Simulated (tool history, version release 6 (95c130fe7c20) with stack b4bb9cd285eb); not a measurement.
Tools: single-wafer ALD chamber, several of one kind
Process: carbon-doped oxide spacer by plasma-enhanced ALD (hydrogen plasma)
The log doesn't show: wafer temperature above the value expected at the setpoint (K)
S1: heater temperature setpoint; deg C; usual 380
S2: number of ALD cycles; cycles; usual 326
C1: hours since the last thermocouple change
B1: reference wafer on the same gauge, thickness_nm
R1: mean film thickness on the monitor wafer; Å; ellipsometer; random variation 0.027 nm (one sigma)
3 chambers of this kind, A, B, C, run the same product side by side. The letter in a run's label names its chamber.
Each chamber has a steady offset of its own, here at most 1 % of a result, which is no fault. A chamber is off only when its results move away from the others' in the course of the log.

run	day	S1	S2	C1	B1	R1
1A	0.296	380	326	1262.5	17.297	161.86
2C	0.512	380	326	591.0	17.311	162.60
3B	0.788	380	326	406.5	17.298	163.46
4B	1.212	380	326	416.7	17.318	163.39
5A	1.558	380	326	1292.8	17.318	162.41
6C	1.892	380	326	624.1	17.323	163.02
7C	2.192	380	326	631.3	17.317	163.55
8A	2.671	380	326	1319.5	17.324	162.33
9B	3.058	380	326	461.0	17.331	164.02
10B	3.404	380	326	469.3	17.332	164.26
11A	3.754	375	384	1345.5	17.333	191.14
12C	4.096	375	384	677.0	17.342	192.46
13C	4.588	375	384	688.8	17.345	192.55
14B	4.950	380	326	506.4	17.351	164.34
# day 5.125: chamber A: thermocouple changed; heater temperature recalibrated
15A	5.204	380	326	2.0	17.351	162.91
16C	5.458	380	384	709.7	17.349	192.37
17A	5.875	380	384	18.1	17.360	191.38
18B	6.300	380	384	538.8	17.362	192.81
19B	6.588	391	326	545.7	17.363	164.46
20A	6.821	391	326	40.8	17.372	162.77
21C	7.283	391	326	753.5	17.374	163.70
22A	7.583	380	326	59.1	17.375	162.20
23C	7.938	380	326	769.2	17.376	164.10
24B	8.171	380	326	583.7	17.380	164.50
25C	8.658	380	326	786.5	17.389	164.22
26A	9.121	380	326	96.0	17.398	163.08
27B	9.488	380	326	615.3	17.402	164.48
28A	9.904	380	326	114.8	17.400	163.06
29C	10.229	380	326	824.2	17.399	164.65
30B	10.521	380	326	640.1	17.402	164.39
31B	10.983	380	326	651.2	17.411	164.77
32A	11.275	380	326	147.7	17.412	163.31

Next, every chamber runs the same settings. What will each give?
33A	11.629	388	326			?
33B	11.629	388	326			?
33C	11.629	388	326			?

run	R1
33A	163.37
33B	164.72
33C	164.71

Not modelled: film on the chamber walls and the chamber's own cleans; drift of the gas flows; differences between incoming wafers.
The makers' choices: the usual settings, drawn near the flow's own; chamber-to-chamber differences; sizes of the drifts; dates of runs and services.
